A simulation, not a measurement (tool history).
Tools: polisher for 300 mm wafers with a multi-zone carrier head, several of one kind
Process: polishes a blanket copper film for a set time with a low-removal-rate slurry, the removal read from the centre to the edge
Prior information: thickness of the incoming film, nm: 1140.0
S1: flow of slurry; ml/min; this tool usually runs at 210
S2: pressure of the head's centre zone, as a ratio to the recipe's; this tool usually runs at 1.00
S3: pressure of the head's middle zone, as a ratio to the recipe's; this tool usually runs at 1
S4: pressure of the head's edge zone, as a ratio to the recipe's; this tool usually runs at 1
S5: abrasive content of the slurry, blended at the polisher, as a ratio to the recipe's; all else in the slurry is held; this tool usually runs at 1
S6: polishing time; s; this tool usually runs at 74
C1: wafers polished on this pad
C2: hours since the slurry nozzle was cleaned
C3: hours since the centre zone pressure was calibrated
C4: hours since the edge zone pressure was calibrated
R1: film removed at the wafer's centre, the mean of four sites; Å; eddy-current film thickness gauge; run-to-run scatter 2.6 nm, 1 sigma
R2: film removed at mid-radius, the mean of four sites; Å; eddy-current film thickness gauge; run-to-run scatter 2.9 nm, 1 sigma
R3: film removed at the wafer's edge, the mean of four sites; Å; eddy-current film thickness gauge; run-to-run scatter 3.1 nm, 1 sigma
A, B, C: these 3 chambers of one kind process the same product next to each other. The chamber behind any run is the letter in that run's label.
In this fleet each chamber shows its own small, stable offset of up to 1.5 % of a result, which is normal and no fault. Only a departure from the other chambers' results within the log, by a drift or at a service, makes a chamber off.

run	hour	S1	S2	S3	S4	S5	S6	C1	C2	C3	C4	R1	R2	R3
1B	7.4	210	1.00	1	1	1	74	379	41.9	233.9	448.5	2661.6	2642.4	2630.7
2A	18.5	210	1.00	1	1	1	74	723	138.4	665.1	192.2	2598.1	2603.4	2668.0
3C	28.7	210	1.00	1	1	1	74	356	382.0	1097.6	798.7	2625.6	2643.5	2698.7
4B	44.3	210	1.00	1	1	1	74	642	78.8	270.8	485.4	2646.1	2638.1	2624.9
# hour 50.1: chamber B: worn pad replaced by a new one
5A	60.3	210	1.00	1	1	1	74	1021	180.2	706.9	234.0	2611.7	2702.3	2684.7
# hour 68.4: chamber C: worn pad replaced by a new one
6C	72.9	210	1.00	1	1	1	74	32	426.2	1141.8	842.9	2595.9	2586.9	2614.8
# hour 83.9: chamber C: edge zone pressure recalibrated
7C	87.1	210	1.00	1	1	1	74	133	440.4	1156.0	3.3	2616.5	2608.2	2615.7
8A	99.1	210	1.00	1	1	1	74	1298	219.0	745.7	272.8	2667.2	2646.5	2632.6
9B	112.2	210	1.00	1	1	1	74	443	146.7	338.7	553.3	2604.2	2690.4	2640.8
10B	119.6	210	1.00	1	1	1	74	496	154.1	346.1	560.7	2653.0	2654.1	2672.3
11A	130.9	210	1.00	1	1	1	74	1525	250.8	777.5	304.6	2585.9	2624.8	2600.9
12C	141.2	210	1.00	1	1	1	74	520	494.5	1210.1	57.4	2571.7	2650.0	2660.6
# hour 145.2: chamber C: worn pad replaced by a new one
13A	153.0	210	1.00	1	1	1	74	1683	272.9	799.6	326.7	2520.6	2541.1	2541.5
# hour 156.5: chamber B: worn pad replaced by a new one
# hour 160.1: chamber B: centre zone pressure recalibrated
14C	163.0	210	1.00	1	1	1	74	127	516.3	1231.9	79.2	2630.8	2660.3	2663.7
# hour 170.9: chamber B: edge zone pressure recalibrated
15B	175.9	210	1.00	1	1	1	74	138	210.4	15.8	5.1	2707.5	2602.7	2649.7
16C	189.7	210	1.00	1	1	1	74	318	543.0	1258.6	105.9	2591.7	2618.5	2625.7
# hour 193.4: chamber C: slurry nozzle cleaned
17A	201.0	210	1.00	1	1	1	74	2026	320.9	847.6	374.7	2445.4	2455.4	2468.7
18B	208.6	210	1.00	1	1	1	74	372	243.1	48.5	37.8	2665.5	2685.2	2639.1
19C	220.6	210	1.00	1	1	1	74	538	27.3	1289.5	136.8	2648.9	2652.3	2650.2
20B	233.6	210	1.00	1	1	1	74	550	268.1	73.5	62.8	2648.9	2686.5	2600.3
21A	240.8	210	1.00	1	1	1	74	2310	360.7	887.4	414.5	2376.8	2359.9	2359.3
22A	251.8	150	1.11	1	1	1	74	2389	371.7	898.4	425.5	2472.0	2252.8	2280.5
# hour 255.9: chamber B: worn pad replaced by a new one
23B	261.0	150	1.11	1	1	1	74	36	295.5	100.9	90.2	2799.0	2454.6	2558.6

Each of the 3 chambers runs these same settings next. Fill in every chamber's results:
24A	273.0	210	1.00	1	1	1	74					?	?	?
24B	273.0	210	1.00	1	1	1	74					?	?	?
24C	273.0	210	1.00	1	1	1	74					?	?	?

run	R1	R2	R3
24A	2284.8	2300.6	2305.0
24B	2645.8	2673.8	2628.9
24C	2645.6	2635.5	2689.0
